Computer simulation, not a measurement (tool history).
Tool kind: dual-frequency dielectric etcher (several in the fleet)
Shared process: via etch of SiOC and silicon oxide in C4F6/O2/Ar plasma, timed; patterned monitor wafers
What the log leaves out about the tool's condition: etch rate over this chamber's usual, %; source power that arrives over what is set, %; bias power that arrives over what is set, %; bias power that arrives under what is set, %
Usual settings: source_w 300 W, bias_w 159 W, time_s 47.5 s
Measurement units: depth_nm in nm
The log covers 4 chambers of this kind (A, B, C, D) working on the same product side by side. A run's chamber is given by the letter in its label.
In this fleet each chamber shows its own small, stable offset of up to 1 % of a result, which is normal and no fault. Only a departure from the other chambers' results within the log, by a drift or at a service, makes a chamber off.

run,day,source_w,bias_w,time_s,hours since the last wet clean,hours since the last source power generator calibration,hours since the last bias power generator calibration,"read-back reference wafer on the same gauge, depth_nm",depth_nm
1A,0.433,300,159,47.5,264.5,1561.6,388.7,42.349,46.450
2D,0.792,300,159,47.5,318.7,2262.4,265.1,42.309,45.676
3C,1.188,300,159,47.5,88.4,1764.3,1039.5,42.336,46.077
4B,1.488,300,159,47.5,147.9,4041.0,426.8,42.303,46.502
5B,1.775,300,159,47.5,154.8,4047.9,433.7,42.311,46.532
6A,2.142,300,159,47.5,305.5,1602.6,429.7,42.301,46.646
7D,2.517,300,159,57.0,360.1,2303.8,306.5,42.210,55.391
8C,2.771,300,159,57.0,126.4,1802.3,1077.5,42.296,55.773
9B,3.000,300,159,57.0,184.2,4077.3,463.1,42.285,56.208
10D,3.338,300,159,57.0,379.8,2323.5,326.2,42.342,55.473
11A,3.754,300,159,47.5,344.2,1641.3,468.4,42.278,46.583
12C,4.083,300,159,47.5,157.9,1833.8,1109.0,42.281,46.354
13D,4.292,300,159,47.5,402.7,2346.4,349.1,42.298,45.898
14A,4.771,300,159,47.5,368.6,1665.7,492.8,42.257,46.289
15C,5.146,300,159,47.5,183.4,1859.3,1134.5,42.295,46.288
16B,5.633,300,159,47.5,247.4,4140.5,526.3,42.242,46.899
17B,5.983,300,159,47.5,255.8,4148.9,534.7,42.276,46.783
18C,6.342,300,159,47.5,212.1,1888.0,1163.2,42.297,46.399
19A,6.638,300,159,47.5,413.4,1710.5,537.6,42.256,46.010
20D,6.954,300,159,47.5,466.6,2410.3,413.0,42.369,45.966
21C,7.292,300,159,47.5,234.9,1910.8,1186.0,42.298,46.291
22D,7.575,300,159,47.5,481.5,2425.2,427.9,42.311,46.244
23B,8.050,300,159,47.5,305.4,4198.5,584.3,42.219,46.996
24A,8.321,300,159,47.5,453.8,1750.9,578.0,42.340,46.008
25B,8.671,360,159,38.5,320.3,4213.4,599.2,42.316,40.545
# day 8.867: chamber A: wet clean of the chamber
26A,9.088,360,159,38.5,5.3,1769.3,596.4,42.361,40.487
27C,9.371,360,159,38.5,284.8,1960.7,1235.9,42.290,40.357
28D,9.754,360,159,38.5,533.8,2477.5,480.2,42.326,40.112
29B,9.971,300,159,47.5,351.5,4244.6,630.4,42.359,46.411

The same settings go to every chamber for the next run, one line per chamber below. Forecast the results for each:
30A,10.317,300,159,47.5,,,,,?
30B,10.317,300,159,47.5,,,,,?
30C,10.317,300,159,47.5,,,,,?
30D,10.317,300,159,47.5,,,,,?

run,depth_nm
30A,46.273
30B,46.665
30C,46.350
30D,46.202
